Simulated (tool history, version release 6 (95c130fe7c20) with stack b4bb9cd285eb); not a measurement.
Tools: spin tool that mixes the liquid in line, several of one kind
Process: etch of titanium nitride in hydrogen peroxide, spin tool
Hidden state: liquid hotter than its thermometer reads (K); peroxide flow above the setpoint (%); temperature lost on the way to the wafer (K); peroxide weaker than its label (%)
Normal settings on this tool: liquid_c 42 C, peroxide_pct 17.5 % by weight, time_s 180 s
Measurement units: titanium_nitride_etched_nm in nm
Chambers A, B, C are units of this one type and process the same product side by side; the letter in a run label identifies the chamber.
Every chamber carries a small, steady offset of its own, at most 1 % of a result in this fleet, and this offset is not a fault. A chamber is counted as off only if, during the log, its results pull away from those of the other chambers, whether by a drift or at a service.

| run | hour | liquid_c | peroxide_pct | time_s | hours since the thermometer was replaced | hours since the peroxide flow meter was replaced | hours since the heated supply line was repaired | hours since the drum of peroxide was connected | read-back film thickness of the titanium nitride reference wafer, read on the same gauge (nm) | titanium_nitride_etched_nm |
|---|---|---|---|---|---|---|---|---|---|---|
| 1A | 9.7 | 42 | 17.5 | 180 | 1363.0 | 1503.1 | 2305.4 | 157.8 | 110.04 | 5.8829 |
| 2C | 23.2 | 42 | 17.5 | 180 | 994.7 | 891.6 | 1994.8 | 1071.6 | 109.99 | 5.7535 |
| 3B | 35.3 | 42 | 17.5 | 180 | 322.9 | 91.2 | 2752.8 | 328.7 | 110.01 | 5.7066 |
| 4B | 44.8 | 42 | 17.5 | 180 | 332.4 | 100.7 | 2762.3 | 338.2 | 110.03 | 5.7471 |
| 5C | 52.2 | 42 | 17.5 | 180 | 1023.7 | 920.6 | 2023.8 | 1100.6 | 109.98 | 5.7092 |
| 6A | 62.8 | 42 | 17.5 | 180 | 1416.1 | 1556.2 | 2358.5 | 210.9 | 110.01 | 5.7300 |
| 7B | 78.5 | 42 | 17.5 | 180 | 366.1 | 134.4 | 2796.0 | 371.9 | 109.98 | 5.8022 |
| 8C | 89.4 | 42 | 17.5 | 180 | 1060.9 | 957.8 | 2061.0 | 1137.8 | 109.97 | 5.7453 |
| 9A | 104.6 | 49 | 17.5 | 180 | 1457.9 | 1598.0 | 2400.3 | 252.7 | 109.98 | 9.8549 |
| 10B | 115.6 | 49 | 17.5 | 180 | 403.2 | 171.5 | 2833.1 | 409.0 | 109.96 | 9.6101 |
| 11C | 122.6 | 49 | 17.5 | 180 | 1094.1 | 991.0 | 2094.2 | 1171.0 | 110.06 | 9.4248 |
| 12A | 136.8 | 42 | 17.5 | 180 | 1490.1 | 1630.2 | 2432.5 | 284.9 | 109.99 | 5.7893 |
| 13C | 144.7 | 42 | 17.5 | 260 | 1116.2 | 1013.1 | 2116.3 | 1193.1 | 110.03 | 8.3142 |
| 14A | 153.8 | 42 | 17.5 | 260 | 1507.1 | 1647.2 | 2449.5 | 301.9 | 109.99 | 8.2837 |
|  | 162.2 | chamber C: new drum of peroxide connected |
| 15B | 162.5 | 42 | 17.5 | 260 | 450.1 | 218.4 | 2880.0 | 455.9 | 110.02 | 8.2624 |
| 16C | 171.0 | 42 | 17.5 | 180 | 1142.5 | 1039.4 | 2142.6 | 8.9 | 109.98 | 5.6969 |
| 17B | 177.9 | 42 | 17.5 | 180 | 465.5 | 233.8 | 2895.4 | 471.3 | 109.99 | 5.6754 |
| 18A | 191.5 | 42 | 17.5 | 180 | 1544.8 | 1684.9 | 2487.2 | 339.6 | 110.00 | 5.7761 |
| 19C | 205.1 | 42 | 17.5 | 180 | 1176.6 | 1073.5 | 2176.7 | 43.0 | 110.01 | 5.7425 |
|  | 216.5 | chamber A: peroxide flow meter replaced |
| 20A | 216.6 | 42 | 17.5 | 180 | 1569.9 | 0.2 | 2512.3 | 364.7 | 110.05 | 5.7657 |
| 21B | 229.0 | 42 | 17.5 | 180 | 516.6 | 284.9 | 2946.5 | 522.4 | 110.04 | 5.7443 |
| 22C | 242.2 | 42 | 17.5 | 180 | 1213.7 | 1110.6 | 2213.8 | 80.1 | 110.02 | 5.7415 |
| 23A | 253.3 | 42 | 17.5 | 180 | 1606.6 | 36.9 | 2549.0 | 401.4 | 110.00 | 5.8823 |
|  | 259.8 | chamber B: heated supply line repaired |
| 24B | 260.6 | 42 | 17.5 | 180 | 548.2 | 316.5 | 0.8 | 554.0 | 110.01 | 5.7414 |
| 25B | 268.4 | 42 | 17.5 | 180 | 556.0 | 324.3 | 8.6 | 561.8 | 109.99 | 5.8078 |
| 26A | 281.7 | 42 | 17.5 | 180 | 1635.0 | 65.3 | 2577.4 | 429.8 | 109.97 | 5.8956 |
| 27C | 293.5 | 42 | 17.5 | 180 | 1265.0 | 1161.9 | 2265.1 | 131.4 | 109.97 | 5.7639 |
| 28B | 305.4 | 42 | 17.5 | 180 | 593.0 | 361.3 | 45.6 | 598.8 | 110.00 | 5.8190 |
| 29C | 318.1 | 42 | 17.5 | 180 | 1289.6 | 1186.5 | 2289.7 | 156.0 | 110.03 | 5.7354 |
| 30A | 333.8 | 42 | 17.5 | 180 | 1687.1 | 117.4 | 2629.5 | 481.9 | 110.01 | 5.9244 |
| 31A | 348.3 | 42 | 17.5 | 180 | 1701.6 | 131.9 | 2644.0 | 496.4 | 110.00 | 5.9276 |
| 32B | 362.2 | 42 | 17.5 | 180 | 649.8 | 418.1 | 102.4 | 655.6 | 109.94 | 5.7181 |
| 33C | 372.6 | 42 | 17.5 | 180 | 1344.1 | 1241.0 | 2344.2 | 210.5 | 110.03 | 5.7463 |
| 34A | 382.0 | 42 | 17.5 | 180 | 1735.3 | 165.6 | 2677.7 | 530.1 | 110.03 | 6.0314 |
| 35C | 390.6 | 42 | 17.5 | 180 | 1362.1 | 1259.0 | 2362.2 | 228.5 | 109.97 | 5.8131 |
|  | 395.2 | chamber A: heated supply line repaired |
| 36B | 402.3 | 42 | 17.5 | 180 | 689.9 | 458.2 | 142.5 | 695.7 | 110.00 | 5.7405 |
| 37B | 413.8 | 42 | 17.5 | 180 | 701.4 | 469.7 | 154.0 | 707.2 | 110.04 | 5.7881 |
| 38C | 427.8 | 42 | 17.5 | 180 | 1399.3 | 1296.2 | 2399.4 | 265.7 | 109.96 | 5.6878 |
| 39A | 440.6 | 42 | 17.5 | 180 | 1793.9 | 224.2 | 45.5 | 588.7 | 110.01 | 6.0386 |
| 40C | 448.4 | 42 | 17.5 | 235 | 1419.9 | 1316.8 | 2420.0 | 286.3 | 110.01 | 7.4550 |
| 41B | 459.0 | 42 | 17.5 | 235 | 746.6 | 514.9 | 199.2 | 752.4 | 109.97 | 7.5790 |
| 42A | 472.5 | 42 | 17.5 | 235 | 1825.8 | 256.1 | 77.4 | 620.6 | 110.00 | 8.0194 |

What goes on in this fleet: one chamber off, a drifting gauge, or nothing beyond the chambers' own small offsets? Name the chamber and the cause, if any.

One chamber, A, drifts off from the rest bit by bit.
Most likely cause: liquid hotter than its thermometer reads (K) = 0.811.

Which of the 4 candidates below, each the usual settings with something changed and its results left as question marks, puts chamber A back in line with what the other chambers give on the usual settings?
A result is in line if it is within this distance of the other chambers' mean on the usual settings: titanium_nitride_etched_nm 0.1500 nm
| 43A-1 | 483.9 | 42 | 16.5 | 180 |  |  |  |  |  | ? |
| 43A-2 | 483.9 | 42 | 17.5 | 170 |  |  |  |  |  | ? |
| 43A-3 | 483.9 | 42 | 18.5 | 180 |  |  |  |  |  | ? |
| 43A-4 | 483.9 | 42 | 17.5 | 190 |  |  |  |  |  | ? |

Mean of the other chambers on the usual settings: titanium_nitride_etched_nm 5.7585 nm
| run | titanium_nitride_etched_nm |
|---|---|
| 43A-1 | 6.0489 |
| 43A-2 | 5.7843 |
| 43A-3 | 6.1971 |
| 43A-4 | 6.4649 |
43A-2 is the one that brings the chamber's results back in line with the other chambers.

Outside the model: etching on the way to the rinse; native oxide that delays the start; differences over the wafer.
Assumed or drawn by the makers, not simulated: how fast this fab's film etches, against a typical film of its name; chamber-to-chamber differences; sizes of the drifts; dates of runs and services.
